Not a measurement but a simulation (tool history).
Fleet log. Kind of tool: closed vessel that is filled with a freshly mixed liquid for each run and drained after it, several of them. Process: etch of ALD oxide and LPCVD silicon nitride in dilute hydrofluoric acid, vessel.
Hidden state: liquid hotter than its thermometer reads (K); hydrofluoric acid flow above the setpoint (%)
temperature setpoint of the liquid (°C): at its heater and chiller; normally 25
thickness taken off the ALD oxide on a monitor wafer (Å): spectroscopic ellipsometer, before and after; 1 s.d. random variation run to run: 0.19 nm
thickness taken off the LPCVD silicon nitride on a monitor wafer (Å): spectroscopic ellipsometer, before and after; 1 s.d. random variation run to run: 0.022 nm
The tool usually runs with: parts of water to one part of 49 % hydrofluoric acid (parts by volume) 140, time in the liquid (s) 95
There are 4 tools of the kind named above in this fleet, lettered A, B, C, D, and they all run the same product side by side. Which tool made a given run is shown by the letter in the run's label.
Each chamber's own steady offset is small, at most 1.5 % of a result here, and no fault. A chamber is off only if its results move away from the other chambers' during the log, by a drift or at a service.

run   hour  temperature setpoint of the liquid (°C)  parts of water to one part of 49 % hydrofluoric acid (parts by volume)  time in the liquid (s)  hours since the thermometer was replaced  hours since the hydrofluoric acid flow meter was replaced  read-back film thickness of the ALD oxide reference wafer, read on the same gauge (nm)  read-back film thickness of the LPCVD silicon nitride reference wafer, read on the same gauge (nm)  thickness taken off the ALD oxide on a monitor wafer (Å)  thickness taken off the LPCVD silicon nitride on a monitor wafer (Å)
 1C   10.9                                       25                                                                     140                      95                                     500.6                                                     2544.9                                                                                  149.99                                                                                                 100                                                     193.1                                                                3.5605
 2A   21.1                                       25                                                                     140                      95                                    1441.3                                                     1311.2                                                                                  149.99                                                                                              99.997                                                    190.43                                                                3.0951
 3D   27.3                                       25                                                                     140                      95                                     250.5                                                     1046.5                                                                                  149.98                                                                                              100.01                                                    191.47                                                                3.1908
 4B   37.4                                       25                                                                     140                      95                                     688.8                                                      155.2                                                                                  150.02                                                                                              99.997                                                    189.03                                                                3.6573
 5A     46                                       25                                                                     140                      95                                    1466.2                                                     1336.1                                                                                  149.99                                                                                              99.988                                                    192.02                                                                3.4188
 6B   52.7                                       25                                                                     140                      95                                     704.1                                                      170.5                                                                                  149.99                                                                                              99.985                                                    189.07                                                                3.1515
      55.7  -- chamber C: hydrofluoric acid flow meter replaced
 7C   59.9                                       25                                                                     140                      95                                     549.6                                                        4.2                                                                                  150.01                                                                                              100.01                                                    189.37                                                                3.2944
 8D   68.4                                       25                                                                     140                      95                                     291.6                                                     1087.6                                                                                  150.04                                                                                              99.996                                                    190.53                                                                2.9726
 9A   75.1                                       25                                                                     140                      95                                    1495.3                                                     1365.2                                                                                     150                                                                                              100.01                                                    194.18                                                                3.4199
10C   83.2                                       29                                                                     140                      95                                     572.9                                                       27.5                                                                                  149.98                                                                                              99.981                                                    223.58                                                                4.2426
11D   93.8                                       29                                                                     140                      95                                       317                                                       1113                                                                                  149.98                                                                                              99.993                                                     220.2                                                                4.8225
12B  106.7                                       29                                                                     140                      95                                     758.1                                                      224.5                                                                                  149.94                                                                                              100.01                                                    223.52                                                                3.8285
13C  119.3                                       29                                                                     140                      95                                       609                                                       63.6                                                                                  149.97                                                                                               99.99                                                    223.42                                                                 4.494
14D  126.1                                       25                                                                     140                      95                                     349.3                                                     1145.3                                                                                  150.03                                                                                                 100                                                    191.53                                                                3.3185
15A  135.6                                       25                                                                     140                      95                                    1555.8                                                     1425.7                                                                                  150.02                                                                                              100.01                                                    198.29                                                                3.5051
16B  141.3                                       25                                                                     140                      95                                     792.7                                                      259.1                                                                                  150.03                                                                                              99.999                                                    192.28                                                                 3.395
17C  150.1                                       25                                                                     140                      95                                     639.8                                                       94.4                                                                                  150.03                                                                                              100.01                                                    192.52                                                                2.9056
18A  157.8                                       25                                                                     140                      95                                      1578                                                     1447.9                                                                                     150                                                                                              99.997                                                    197.09                                                                3.7057
19B    164                                       25                                                                     140                      95                                     815.4                                                      281.8                                                                                  149.96                                                                                              100.01                                                    189.66                                                                3.0472
20D  170.5                                       25                                                                     140                      95                                     393.7                                                     1189.7                                                                                     150                                                                                              99.997                                                    191.62                                                                3.1975
21D  179.8                                       25                                                                     140                      95                                       403                                                       1199                                                                                     150                                                                                                 100                                                    191.84                                                                3.2424
22B  187.6                                       25                                                                     140                      95                                       839                                                      305.4                                                                                  149.99                                                                                              99.993                                                    189.59                                                                3.2334
23C  198.1                                       25                                                                     140                      95                                     687.8                                                      142.4                                                                                  150.01                                                                                                 100                                                    190.83                                                                3.1826
24A  206.6                                       25                                                                     140                      95                                    1626.8                                                     1496.7                                                                                  150.05                                                                                              99.994                                                    205.33                                                                3.6774
25D  214.6                                       25                                                                     140                      95                                     437.8                                                     1233.8                                                                                  149.96                                                                                              100.01                                                    188.82                                                                3.1986
26C  220.7                                       25                                                                     140                      95                                     710.4                                                        165                                                                                  149.97                                                                                              99.992                                                       193                                                                3.2298
27B  228.3                                       25                                                                     140                      95                                     879.7                                                      346.1                                                                                  150.01                                                                                              100.02                                                    190.65                                                                3.2862
28A  240.5                                       25                                                                     200                      95                                    1660.7                                                     1530.6                                                                                  150.01                                                                                              100.01                                                    133.85                                                                2.7107

Next, all 4 chambers run the settings below, one line each with question marks for the results. What does each chamber give?
29A  249.8                                       25                                                                     140                     135                                                                                                                                                                                                                                                                                                                                                          ?                                                                     ?
29B  249.8                                       25                                                                     140                     135                                                                                                                                                                                                                                                                                                                                                          ?                                                                     ?
29C  249.8                                       25                                                                     140                     135                                                                                                                                                                                                                                                                                                                                                          ?                                                                     ?
29D  249.8                                       25                                                                     140                     135                                                                                                                                                                                                                                                                                                                                                          ?                                                                     ?

run  thickness taken off the ALD oxide on a monitor wafer (Å)  thickness taken off the LPCVD silicon nitride on a monitor wafer (Å)
29A                                                    293.35                                                                5.8242
29B                                                    274.92                                                                4.9464
29C                                                    273.44                                                                4.6859
29D                                                    270.66                                                                4.9677
